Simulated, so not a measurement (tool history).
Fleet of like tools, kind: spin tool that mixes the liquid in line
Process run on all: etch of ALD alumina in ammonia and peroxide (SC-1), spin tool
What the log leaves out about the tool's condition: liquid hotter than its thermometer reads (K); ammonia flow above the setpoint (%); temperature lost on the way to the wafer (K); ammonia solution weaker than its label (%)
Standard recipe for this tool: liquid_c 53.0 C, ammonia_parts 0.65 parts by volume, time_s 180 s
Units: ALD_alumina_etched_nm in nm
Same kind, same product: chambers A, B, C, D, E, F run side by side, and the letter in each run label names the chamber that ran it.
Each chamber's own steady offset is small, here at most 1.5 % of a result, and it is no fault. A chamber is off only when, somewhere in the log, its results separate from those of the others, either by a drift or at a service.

| run | day | liquid_c | ammonia_parts | time_s | hours since the thermometer was replaced | hours since the ammonia flow meter was replaced | hours since the heated supply line was repaired | hours since the drum of ammonia solution was connected | read-back film thickness of the ALD alumina reference wafer, read on the same gauge (nm) | ALD_alumina_etched_nm |
|---|---|---|---|---|---|---|---|---|---|---|
| 1D | 0.275 | 53.0 | 0.65 | 180 | 410.8 | 440.6 | 131.2 | 132.4 | 109.96 | 6.3594 |
| 2A | 0.604 | 53.0 | 0.65 | 180 | 872.5 | 2305.2 | 2720.5 | 156.8 | 110.02 | 6.1881 |
| 3E | 0.967 | 53.0 | 0.65 | 180 | 427.5 | 1067.8 | 459.5 | 775.3 | 110.03 | 6.4358 |
|  | 1.025 | chamber F: ammonia flow meter replaced |
| 4B | 1.442 | 53.0 | 0.65 | 180 | 846.2 | 1384.7 | 851.5 | 544.1 | 109.95 | 6.3017 |
| 5F | 1.900 | 53.0 | 0.65 | 180 | 605.7 | 21.1 | 559.3 | 401.1 | 110.02 | 6.2655 |
|  | 2.038 | chamber E: new drum of ammonia solution connected |
| 6C | 2.304 | 44.5 | 0.55 | 180 | 238.4 | 456.4 | 552.9 | 130.2 | 110.01 | 3.9174 |
|  | 2.425 | chamber A: ammonia flow meter replaced |
| 7B | 2.721 | 44.5 | 0.55 | 180 | 876.9 | 1415.4 | 882.2 | 574.8 | 110.01 | 3.8883 |
| 8A | 3.121 | 44.5 | 0.55 | 180 | 932.9 | 16.7 | 2780.9 | 217.2 | 109.99 | 3.8220 |
| 9E | 3.379 | 44.5 | 0.55 | 180 | 485.4 | 1125.7 | 517.4 | 32.2 | 109.98 | 3.9281 |
| 10C | 3.925 | 44.5 | 0.55 | 180 | 277.3 | 495.3 | 591.8 | 169.1 | 110.01 | 3.9424 |
| 11F | 4.212 | 44.5 | 0.55 | 180 | 661.2 | 76.6 | 614.8 | 456.6 | 110.00 | 3.8874 |
| 12D | 4.704 | 53.0 | 0.65 | 180 | 517.1 | 546.9 | 237.5 | 238.7 | 110.06 | 6.2595 |
| 13B | 5.150 | 53.0 | 0.65 | 180 | 935.2 | 1473.7 | 940.5 | 633.1 | 109.98 | 6.2830 |
| 14E | 5.658 | 53.0 | 0.65 | 180 | 540.1 | 1180.4 | 572.1 | 86.9 | 110.01 | 6.3730 |
|  | 5.712 | chamber B: new drum of ammonia solution connected |
|  | 6.096 | chamber B: ammonia flow meter replaced |
| 15F | 6.175 | 53.0 | 0.65 | 180 | 708.3 | 123.7 | 661.9 | 503.7 | 109.99 | 6.3074 |
| 16A | 6.725 | 53.0 | 0.65 | 180 | 1019.4 | 103.2 | 2867.4 | 303.7 | 110.00 | 6.2704 |
| 17C | 7.071 | 53.0 | 0.65 | 180 | 352.8 | 570.8 | 667.3 | 244.6 | 110.02 | 6.1783 |
| 18D | 7.346 | 53.0 | 0.65 | 180 | 580.5 | 610.3 | 300.9 | 302.1 | 109.99 | 6.4601 |
| 19B | 7.754 | 53.0 | 0.65 | 180 | 997.7 | 39.8 | 1003.0 | 49.0 | 109.99 | 6.3110 |
| 20C | 8.246 | 53.0 | 0.65 | 270 | 381.0 | 599.0 | 695.5 | 272.8 | 109.98 | 9.2857 |
|  | 8.525 | chamber C: new drum of ammonia solution connected |
| 21D | 8.746 | 53.0 | 0.65 | 270 | 614.1 | 643.9 | 334.5 | 335.7 | 110.00 | 9.6170 |
| 22E | 8.996 | 53.0 | 0.65 | 270 | 620.2 | 1260.5 | 652.2 | 167.0 | 110.01 | 9.6009 |
|  | 9.208 | chamber D: new drum of ammonia solution connected |
| 23F | 9.362 | 53.0 | 0.65 | 270 | 784.8 | 200.2 | 738.4 | 580.2 | 109.99 | 9.3741 |
|  | 9.750 | chamber E: ammonia flow meter replaced |
| 24A | 9.754 | 53.0 | 0.65 | 270 | 1092.1 | 175.9 | 2940.1 | 376.4 | 110.01 | 9.2331 |
| 25A | 10.000 | 53.0 | 0.65 | 270 | 1098.0 | 181.8 | 2946.0 | 382.3 | 110.01 | 9.4286 |
| 26D | 10.350 | 53.0 | 0.65 | 180 | 652.6 | 682.4 | 373.0 | 27.4 | 110.04 | 6.4477 |
| 27E | 10.671 | 53.0 | 0.65 | 180 | 660.4 | 22.2 | 692.4 | 207.2 | 109.96 | 6.3954 |
| 28C | 11.096 | 61.0 | 0.65 | 250 | 449.4 | 667.4 | 763.9 | 61.7 | 110.00 | 12.4760 |
| 29F | 11.642 | 61.0 | 0.65 | 250 | 839.5 | 254.9 | 793.1 | 634.9 | 109.99 | 13.1840 |
| 30B | 12.171 | 61.0 | 0.65 | 250 | 1103.7 | 145.8 | 1109.0 | 155.0 | 110.00 | 13.3250 |
|  | 12.296 | chamber C: ammonia flow meter replaced |
| 31B | 12.442 | 61.0 | 0.65 | 250 | 1110.2 | 152.3 | 1115.5 | 161.5 | 110.00 | 12.9650 |
|  | 12.475 | chamber F: new drum of ammonia solution connected |
|  | 12.583 | chamber D: thermometer replaced |
| 32A | 12.871 | 61.0 | 0.65 | 250 | 1166.9 | 250.7 | 3014.9 | 451.2 | 110.02 | 13.1410 |
| 33F | 13.396 | 61.0 | 0.65 | 250 | 881.6 | 297.0 | 835.2 | 22.1 | 110.04 | 13.0840 |
| 34E | 13.942 | 53.0 | 0.65 | 180 | 738.9 | 100.7 | 770.9 | 285.7 | 109.97 | 6.3481 |
|  | 14.238 | chamber B: thermometer replaced |
| 35D | 14.358 | 53.0 | 0.65 | 180 | 42.7 | 778.6 | 469.2 | 123.6 | 109.99 | 6.4188 |
| 36C | 14.608 | 53.0 | 0.65 | 180 | 533.7 | 55.6 | 848.2 | 146.0 | 110.01 | 5.9049 |
| 37C | 14.996 | 53.0 | 0.65 | 180 | 543.0 | 64.9 | 857.5 | 155.3 | 110.01 | 5.9361 |
| 38B | 15.304 | 53.0 | 0.65 | 180 | 25.6 | 221.0 | 1184.2 | 230.2 | 109.97 | 6.2775 |
| 39F | 15.829 | 53.0 | 0.65 | 180 | 940.0 | 355.4 | 893.6 | 80.5 | 109.97 | 6.3235 |
|  | 15.862 | chamber A: heated supply line repaired |
| 40D | 16.354 | 53.0 | 0.65 | 180 | 90.6 | 826.5 | 517.1 | 171.5 | 110.01 | 6.3715 |
| 41E | 16.612 | 53.0 | 0.45 | 180 | 803.0 | 164.8 | 835.0 | 349.8 | 110.05 | 6.1540 |
| 42A | 17.138 | 53.0 | 0.45 | 180 | 1269.3 | 353.1 | 30.6 | 553.6 | 110.00 | 5.9819 |
| 43E | 17.412 | 53.0 | 0.45 | 180 | 822.2 | 184.0 | 854.2 | 369.0 | 110.01 | 6.1841 |
| 44D | 17.667 | 53.0 | 0.45 | 180 | 122.1 | 858.0 | 548.6 | 203.0 | 109.99 | 6.1254 |

All chambers now run identical settings, listed one chamber a line with results as question marks. What results will each chamber show?
| 45A | 18.062 | 53.0 | 0.55 | 180 |  |  |  |  |  | ? |
| 45B | 18.062 | 53.0 | 0.55 | 180 |  |  |  |  |  | ? |
| 45C | 18.062 | 53.0 | 0.55 | 180 |  |  |  |  |  | ? |
| 45D | 18.062 | 53.0 | 0.55 | 180 |  |  |  |  |  | ? |
| 45E | 18.062 | 53.0 | 0.55 | 180 |  |  |  |  |  | ? |
| 45F | 18.062 | 53.0 | 0.55 | 180 |  |  |  |  |  | ? |

| run | ALD_alumina_etched_nm |
|---|---|
| 45A | 6.0633 |
| 45B | 6.2383 |
| 45C | 5.7955 |
| 45D | 6.2308 |
| 45E | 6.3000 |
| 45F | 6.2328 |
